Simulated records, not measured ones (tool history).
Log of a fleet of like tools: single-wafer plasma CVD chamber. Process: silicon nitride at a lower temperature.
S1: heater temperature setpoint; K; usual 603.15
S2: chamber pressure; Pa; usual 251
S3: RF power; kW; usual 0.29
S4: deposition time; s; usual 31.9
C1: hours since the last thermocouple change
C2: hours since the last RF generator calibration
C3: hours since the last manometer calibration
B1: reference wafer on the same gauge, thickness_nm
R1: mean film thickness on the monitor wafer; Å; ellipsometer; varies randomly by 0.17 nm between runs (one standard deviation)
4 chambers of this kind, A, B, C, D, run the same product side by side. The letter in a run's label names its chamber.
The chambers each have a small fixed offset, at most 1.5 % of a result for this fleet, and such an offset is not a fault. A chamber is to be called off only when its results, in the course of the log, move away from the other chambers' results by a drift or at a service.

| run | day | S1 | S2 | S3 | S4 | C1 | C2 | C3 | B1 | R1 |
|---|---|---|---|---|---|---|---|---|---|---|
| 1A | 0.192 | 603.15 | 251 | 0.29 | 31.9 | 369.7 | 1233.2 | 1617.2 | 34.19 | 386.41 |
| 2D | 0.379 | 603.15 | 251 | 0.29 | 31.9 | 747.7 | 437.4 | 882.9 | 34.173 | 379.49 |
| 3C | 0.483 | 603.15 | 251 | 0.29 | 31.9 | 1678.9 | 563.4 | 336.2 | 34.177 | 382.93 |
| 4B | 0.596 | 603.15 | 251 | 0.29 | 31.9 | 600.2 | 578.6 | 1072.7 | 34.224 | 389.24 |
| 5C | 0.762 | 603.15 | 251 | 0.29 | 31.9 | 1685.6 | 570.1 | 342.9 | 34.207 | 382.13 |
| 6B | 0.888 | 603.15 | 251 | 0.29 | 31.9 | 607.2 | 585.6 | 1079.7 | 34.232 | 388.67 |
| 7D | 1.021 | 603.15 | 251 | 0.29 | 27.8 | 763.1 | 452.8 | 898.3 | 34.175 | 335.02 |
| 8A | 1.121 | 603.15 | 251 | 0.29 | 27.8 | 392 | 1255.5 | 1639.5 | 34.171 | 337.24 |
| 9A | 1.312 | 603.15 | 251 | 0.29 | 27.8 | 396.6 | 1260.1 | 1644.1 | 34.221 | 336.03 |
| 10D | 1.458 | 603.15 | 251 | 0.29 | 27.8 | 773.6 | 463.3 | 908.8 | 34.206 | 331.24 |
| 11B | 1.542 | 603.15 | 251 | 0.29 | 31.9 | 622.9 | 601.3 | 1095.4 | 34.23 | 390.61 |
| 12C | 1.642 | 603.15 | 251 | 0.29 | 31.9 | 1706.7 | 591.2 | 364 | 34.213 | 383.61 |
| 13A | 1.754 | 603.15 | 251 | 0.29 | 31.9 | 407.2 | 1270.7 | 1654.7 | 34.221 | 388.09 |
| 14D | 1.925 | 603.15 | 251 | 0.29 | 31.9 | 784.8 | 474.5 | 920 | 34.187 | 378.67 |
| 15C | 2.1 | 603.15 | 251 | 0.29 | 31.9 | 1717.7 | 602.2 | 375 | 34.194 | 381.84 |
| 16B | 2.196 | 603.15 | 251 | 0.29 | 31.9 | 638.6 | 617 | 1111.1 | 34.19 | 394.25 |
| 17B | 2.367 | 603.15 | 251 | 0.29 | 31.9 | 642.7 | 621.1 | 1115.2 | 34.187 | 388.69 |
| 18C | 2.496 | 603.15 | 251 | 0.29 | 31.9 | 1727.2 | 611.7 | 384.5 | 34.228 | 383.01 |
| 19D | 2.671 | 603.15 | 223 | 0.29 | 31.9 | 802.7 | 492.4 | 937.9 | 34.171 | 359.9 |
| 20A | 2.779 | 603.15 | 223 | 0.29 | 31.9 | 431.8 | 1295.3 | 1679.3 | 34.211 | 374.41 |
| 21A | 2.921 | 603.15 | 223 | 0.29 | 31.9 | 435.2 | 1298.7 | 1682.7 | 34.164 | 369.91 |
| 22D | 3.079 | 603.15 | 223 | 0.29 | 31.9 | 812.5 | 502.2 | 947.7 | 34.186 | 358.72 |
| 23C | 3.233 | 603.15 | 195 | 0.29 | 31.9 | 1744.9 | 629.4 | 402.2 | 34.197 | 358.42 |
| 24B | 3.321 | 603.15 | 195 | 0.29 | 31.9 | 665.6 | 644 | 1138.1 | 34.191 | 365.95 |

Next, all 4 chambers run the settings below, one line each with question marks for the results. What does each chamber give?
| 25A | 3.458 | 603.15 | 251 | 0.29 | 31.9 |  |  |  |  | ? |
| 25B | 3.458 | 603.15 | 251 | 0.29 | 31.9 |  |  |  |  | ? |
| 25C | 3.458 | 603.15 | 251 | 0.29 | 31.9 |  |  |  |  | ? |
| 25D | 3.458 | 603.15 | 251 | 0.29 | 31.9 |  |  |  |  | ? |

| run | R1 |
|---|---|
| 25A | 385.18 |
| 25B | 391.67 |
| 25C | 382.3 |
| 25D | 365.39 |
